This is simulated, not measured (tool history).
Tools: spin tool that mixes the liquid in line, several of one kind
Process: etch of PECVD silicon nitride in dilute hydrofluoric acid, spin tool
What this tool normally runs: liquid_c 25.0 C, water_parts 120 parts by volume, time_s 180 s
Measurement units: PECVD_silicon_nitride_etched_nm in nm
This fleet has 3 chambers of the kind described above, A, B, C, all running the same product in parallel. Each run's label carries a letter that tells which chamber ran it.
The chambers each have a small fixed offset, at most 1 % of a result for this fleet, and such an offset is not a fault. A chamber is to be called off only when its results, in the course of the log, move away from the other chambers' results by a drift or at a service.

run,day,liquid_c,water_parts,time_s,hours since the thermometer was replaced,hours since the hydrofluoric acid flow meter was replaced,"read-back film thickness of the PECVD silicon nitride reference wafer, read on the same gauge (nm)",PECVD_silicon_nitride_etched_nm
1A,0.242,25.0,120,180,614.3,463.2,89.998,7.2070
2C,0.400,25.0,120,180,343.9,1104.7,89.998,7.1590
3B,0.650,25.0,120,180,370.9,1923.2,90.000,7.1172
4C,0.800,25.0,120,180,353.5,1114.3,89.991,7.0512
5A,0.950,25.0,120,180,631.3,480.2,90.019,7.1509
6B,1.079,25.0,120,180,381.2,1933.5,89.985,7.0889
7B,1.254,25.0,120,180,385.4,1937.7,89.983,7.2154
8C,1.462,25.0,120,180,369.4,1130.2,89.966,7.0579
9A,1.671,25.0,120,180,648.6,497.5,90.026,7.1325
10C,1.812,25.0,120,180,377.8,1138.6,89.989,7.1655
11B,1.967,25.0,120,180,402.5,1954.8,89.983,7.1543
12A,2.154,25.0,120,180,660.2,509.1,90.038,7.1401
13B,2.362,25.0,120,250,412.0,1964.3,89.959,9.8922
14A,2.588,25.0,120,250,670.6,519.5,89.973,9.9448
15C,2.712,25.0,120,250,399.4,1160.2,90.018,9.8243
16A,2.954,25.0,120,180,679.4,528.3,89.952,7.1629
17C,3.092,25.0,120,215,408.5,1169.3,90.029,8.5351
18B,3.242,25.0,120,215,433.1,1985.4,89.985,8.5450
19C,3.404,25.0,120,215,416.0,1176.8,90.041,8.5777
20B,3.642,25.0,120,180,442.7,1995.0,90.000,7.1398
21A,3.871,25.0,120,180,701.4,550.3,89.992,7.2266
22B,4.017,25.0,120,180,451.7,2004.0,89.977,7.1252
23C,4.238,25.0,120,270,436.0,1196.8,89.967,10.7330
24A,4.450,25.0,120,270,715.3,564.2,89.976,10.7190
25A,4.592,25.0,120,270,718.7,567.6,90.049,10.6700
26C,4.696,25.0,120,180,447.0,1207.8,90.014,7.1192
# day 4.796: chamber B: hydrofluoric acid flow meter replaced
27B,4.921,25.0,120,180,473.4,3.0,90.002,7.2024
28C,5.108,25.0,120,180,456.9,1217.7,89.978,7.0813
29A,5.308,25.0,120,180,735.9,584.8,89.961,7.1346
30B,5.475,25.0,120,180,486.7,16.3,90.024,7.0746
31A,5.688,25.0,120,180,745.0,593.9,89.953,7.1571
32C,5.888,25.0,120,180,475.6,1236.4,89.965,7.1762
33B,6.046,25.0,120,180,500.4,30.0,90.021,7.1562
34A,6.258,25.0,120,180,758.7,607.6,89.975,7.1516
35C,6.429,25.0,120,180,488.6,1249.4,89.995,7.1742
36B,6.542,25.0,120,180,512.3,41.9,90.005,7.1280
37B,6.712,25.0,120,180,516.4,46.0,89.979,7.1233
38A,6.883,25.0,120,180,773.7,622.6,90.019,7.1536
39C,7.029,25.0,120,180,503.0,1263.8,89.990,7.0917
40A,7.221,28.5,170,180,781.8,630.7,89.983,6.3347
41C,7.429,28.5,170,180,512.6,1273.4,89.994,6.2718
42B,7.638,28.5,170,180,538.6,68.2,89.987,6.3408

The same settings go to every chamber for the next run, one line per chamber below. Forecast the results for each:
43A,7.817,25.0,65,180,,,,?
43B,7.817,25.0,65,180,,,,?
43C,7.817,25.0,65,180,,,,?

run,PECVD_silicon_nitride_etched_nm
43A,13.1930
43B,13.0110
43C,13.1630
